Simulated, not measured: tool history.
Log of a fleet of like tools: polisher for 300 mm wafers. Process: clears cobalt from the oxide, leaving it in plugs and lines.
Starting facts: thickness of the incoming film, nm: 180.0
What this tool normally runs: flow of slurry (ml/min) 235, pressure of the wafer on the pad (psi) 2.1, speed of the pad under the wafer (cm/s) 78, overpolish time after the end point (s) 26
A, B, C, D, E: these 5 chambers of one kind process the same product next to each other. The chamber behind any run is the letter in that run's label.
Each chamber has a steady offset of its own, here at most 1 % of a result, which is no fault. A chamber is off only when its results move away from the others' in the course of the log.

run   hour  flow of slurry (ml/min)  pressure of the wafer on the pad (psi)  speed of the pad under the wafer (cm/s)  overpolish time after the end point (s)  wafers polished on this pad  hours since the slurry nozzle was cleaned  hours since the head pressure was calibrated  time until the end point was called (s)  dishing of a wide line in a test structure (Å)
 1A    7.3                      235                                     2.1                                       78                                       26                          534                                         73                                         196.4                                   47.461                                          478.22
 2E   19.3                      235                                     2.1                                       78                                       26                          262                                       63.3                                          28.4                                   45.696                                          473.77
 3C   30.2                      235                                     2.1                                       78                                       26                          548                                      116.7                                           206                                   48.604                                           488.3
      36.8  -- chamber D: worn pad replaced by a new one
 4B     40                      235                                     2.1                                       78                                       26                          696                                      779.4                                         830.4                                   46.687                                          481.72
      45.6  -- chamber A: worn pad replaced by a new one
      47.1  -- chamber D: slurry nozzle cleaned
 5D   50.9                      235                                     2.1                                       78                                       26                          165                                        3.9                                         621.2                                   47.237                                          473.91
      56.2  -- chamber E: worn pad replaced by a new one
 6C   59.6                      235                                     2.1                                       78                                       26                          892                                      146.1                                         235.4                                   48.663                                          468.96
 7A     69                      235                                     2.1                                       78                                       26                          274                                      134.7                                         258.1                                   48.195                                          470.25
      78.5  -- chamber B: worn pad replaced by a new one
 8D   80.8                      185                                     2.1                                       68                                       26                          516                                       33.8                                         651.1                                   57.275                                          456.79
 9B   90.3                      185                                     2.1                                       68                                       26                          138                                      829.7                                         880.7                                   56.446                                          437.17
      90.9  -- chamber C: worn pad replaced by a new one
10E     97                      185                                     2.1                                       68                                       26                          478                                        141                                         106.1                                   55.195                                          449.74
        98  -- chamber D: worn pad replaced by a new one
11E  108.7                      185                                     2.1                                       68                                       26                          615                                      152.7                                         117.8                                   54.934                                          447.49
     115.5  -- chamber E: worn pad replaced by a new one
12C  118.7                      185                                     2.1                                       68                                       26                          326                                      205.2                                         294.5                                   56.251                                          447.54
13B  126.9                      235                                     2.1                                       78                                       26                          567                                      866.3                                         917.3                                   46.291                                          466.04
14D  132.7                      235                                     2.1                                       78                                       14                          407                                       85.7                                           703                                   47.478                                          355.01
     139.3  -- chamber A: worn pad replaced by a new one
15A  141.6                      235                                     2.1                                       78                                       14                           27                                      207.3                                         330.7                                   49.243                                          347.58
16C  151.9                      235                                     2.1                                       78                                       14                          715                                      238.4                                         327.7                                   46.746                                          355.45
     154.2  -- chamber C: slurry nozzle cleaned
     156.4  -- chamber D: worn pad replaced by a new one
17E  161.6                      235                                     2.1                                       78                                       14                          540                                      205.6                                         170.7                                    47.75                                          333.79
     163.2  -- chamber B: worn pad replaced by a new one
     167.4  -- chamber A: head pressure recalibrated
18A  167.6                      235                                     2.1                                       78                                       14                          332                                      233.3                                           0.3                                   48.241                                          354.45
     178.7  -- chamber E: worn pad replaced by a new one
19B    179                      235                                     2.1                                       78                                       26                          185                                      918.4                                         969.4                                   47.384                                          475.99
20D  188.3                      235                                     2.1                                       78                                       26                          374                                      141.3                                         758.6                                   47.061                                             469
21D  195.7                      235                                     2.1                                       78                                       26                          460                                      148.7                                           766                                   46.939                                          462.54
22B    202                      235                                     2.1                                       78                                       26                          454                                      941.4                                         992.4                                   46.547                                          472.53
23A  207.8                      235                                     2.1                                       78                                       26                          803                                      273.5                                          40.5                                   48.254                                          477.41
     210.9  -- chamber D: worn pad replaced by a new one
24E  215.3                      235                                     2.1                                       78                                       26                          429                                      259.3                                         224.4                                   47.397                                          479.49
     215.6  -- chamber C: worn pad replaced by a new one
     215.7  -- chamber A: worn pad replaced by a new one
25C  221.1                      235                                     2.1                                       78                                       26                           64                                       66.9                                         396.9                                   46.697                                          488.83
26E  227.1                      235                                     2.1                                       78                                       26                          568                                      271.1                                         236.2                                   46.842                                          490.51
27B  232.4                      235                                     2.1                                       78                                       26                          810                                      971.8                                        1022.8                                    47.46                                          487.78
28D  240.6                      235                                     2.1                                       78                                       26                          348                                      193.6                                         810.9                                   48.312                                          475.66
     241.1  -- chamber E: worn pad replaced by a new one
29C  248.9                      235                                     2.1                                       78                                       26                          390                                       94.7                                         424.7                                   48.051                                          485.45
30A  261.2                      235                                     2.1                                       78                                       26                          533                                      326.9                                          93.9                                   47.502                                          478.48
     261.7  -- chamber B: slurry nozzle cleaned
     262.5  -- chamber B: worn pad replaced by a new one
     266.8  -- chamber D: worn pad replaced by a new one
31A  269.7                      235                                     2.1                                       78                                       26                          633                                      335.4                                         102.4                                   48.099                                          465.34
32E  278.9                      235                                     2.1                                       78                                       26                          443                                      322.9                                           288                                   46.819                                          495.96
33C  286.9                      235                                     2.1                                       78                                       26                          835                                      132.7                                         462.7                                    48.53                                          474.73
34B  293.1                      235                                     2.1                                       78                                       26                          359                                       31.4                                        1083.5                                   46.026                                          477.98
35D  304.7                      235                                     2.1                                       78                                       26                          444                                      257.7                                           875                                   46.629                                          467.44
     307.5  -- chamber A: worn pad replaced by a new one
36A  310.1                      235                                     2.1                                       78                                       26                           31                                      375.8                                         142.8                                   48.002                                          477.97

Is one chamber off against the others, does the gauge drift, or is nothing wrong? If a chamber is off, say which, and what the likeliest cause is.

No chamber is off and the gauge is stable; the differences are just each chamber's small, constant offset.

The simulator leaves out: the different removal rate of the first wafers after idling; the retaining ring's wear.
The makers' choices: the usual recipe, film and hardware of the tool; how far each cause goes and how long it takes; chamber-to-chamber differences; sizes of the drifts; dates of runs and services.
